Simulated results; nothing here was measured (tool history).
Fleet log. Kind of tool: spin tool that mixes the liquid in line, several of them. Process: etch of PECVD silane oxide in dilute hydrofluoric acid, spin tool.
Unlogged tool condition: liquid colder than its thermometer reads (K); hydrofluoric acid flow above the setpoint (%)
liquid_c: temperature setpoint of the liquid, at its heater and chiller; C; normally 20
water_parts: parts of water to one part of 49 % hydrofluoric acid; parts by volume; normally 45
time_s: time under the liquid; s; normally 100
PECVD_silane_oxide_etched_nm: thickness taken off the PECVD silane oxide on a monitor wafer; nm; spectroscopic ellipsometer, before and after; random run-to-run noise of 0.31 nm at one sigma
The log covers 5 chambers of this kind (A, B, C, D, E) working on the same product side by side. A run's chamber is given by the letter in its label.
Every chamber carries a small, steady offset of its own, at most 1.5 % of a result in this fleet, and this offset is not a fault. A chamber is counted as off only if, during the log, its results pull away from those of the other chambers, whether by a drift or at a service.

run,hour,liquid_c,water_parts,time_s,hours since the thermometer was replaced,hours since the hydrofluoric acid flow meter was replaced,"read-back film thickness of the PECVD silane oxide reference wafer, read on the same gauge (nm)",PECVD_silane_oxide_etched_nm
1D,8.2,20,45,100,2293.8,374.4,150.01,46.938
2A,14.1,20,45,100,495.9,116,150,46.395
3E,21.8,20,45,100,1123,416.5,150.01,47.107
4C,27.7,20,45,100,889.9,752.3,150,46.96
5B,35.1,20,45,100,156.9,648.2,149.99,47.271
6D,46.1,20,45,100,2331.7,412.3,149.99,47.316
7C,57.5,20,45,100,919.7,782.1,150,47.008
8A,68.4,20,45,100,550.2,170.3,150.01,46.599
9E,74.5,20,45,100,1175.7,469.2,150,47.513
10B,83.4,20,45,100,205.2,696.5,150.02,47.121
11D,89,20,45,100,2374.6,455.2,149.99,46.892
12A,96.5,22.5,45,100,578.3,198.4,150.01,51.098
13C,102,22.5,45,100,964.2,826.6,150.02,52.237
14B,108.2,22.5,45,100,230,721.3,149.99,52.99
15E,118.3,22.5,45,100,1219.5,513,149.98,52.202
16E,130.3,22.5,45,100,1231.5,525,150,52.272
17D,137.2,20,45,100,2422.8,503.4,150.02,47.307
18A,143,20,45,100,624.8,244.9,150.02,46.523
19B,154.3,20,45,100,276.1,767.4,150,46.943
20C,160,20,45,100,1022.2,884.6,150.01,46.751
21B,169,20,45,100,290.8,782.1,150.02,47.394
22E,179.5,20,45,100,1280.7,574.2,150,47.558
# hour 187.5: chamber E: hydrofluoric acid flow meter replaced
23A,190.3,20,45,100,672.1,292.2,150,46.293
24D,196.3,20,45,100,2481.9,562.5,149.98,47.298
25C,202.7,20,45,100,1064.9,927.3,149.98,46.748
26C,212.6,20,45,100,1074.8,937.2,150.01,47.184
27A,219.4,20,45,80,701.2,321.3,150.01,36.899
28E,228.4,20,45,80,1329.6,41,149.98,37.426
29B,239.2,20,45,80,361,852.3,150.01,37.829
30D,245.2,20,45,80,2530.8,611.4,149.99,37.948
# hour 254.1: chamber D: thermometer replaced
31B,254.7,20,45,80,376.5,867.8,149.98,37.528
32A,266,20,45,100,747.8,367.9,150,45.787
33E,273.6,20,45,100,1374.8,86.2,149.99,47.309
34D,280.2,20,35,100,26.1,646.4,150.01,61.969
35C,290,20,35,100,1152.2,1014.6,150,61.415
36C,297.8,20,35,100,1160,1022.4,150.01,59.995
37B,309.7,20,35,100,431.5,922.8,149.98,60.953
38D,317.5,20,35,100,63.4,683.7,149.98,61.988
39A,322.8,20,45,100,804.6,424.7,150.01,46.222
40E,331.9,20,45,100,1433.1,144.5,150.01,47.097

What goes on in this fleet: one chamber off, a drifting gauge, or nothing beyond the chambers' own small offsets? Name the chamber and the cause, if any.

The fleet is healthy, with each chamber sitting at its usual small offset and no drift in the gauge.
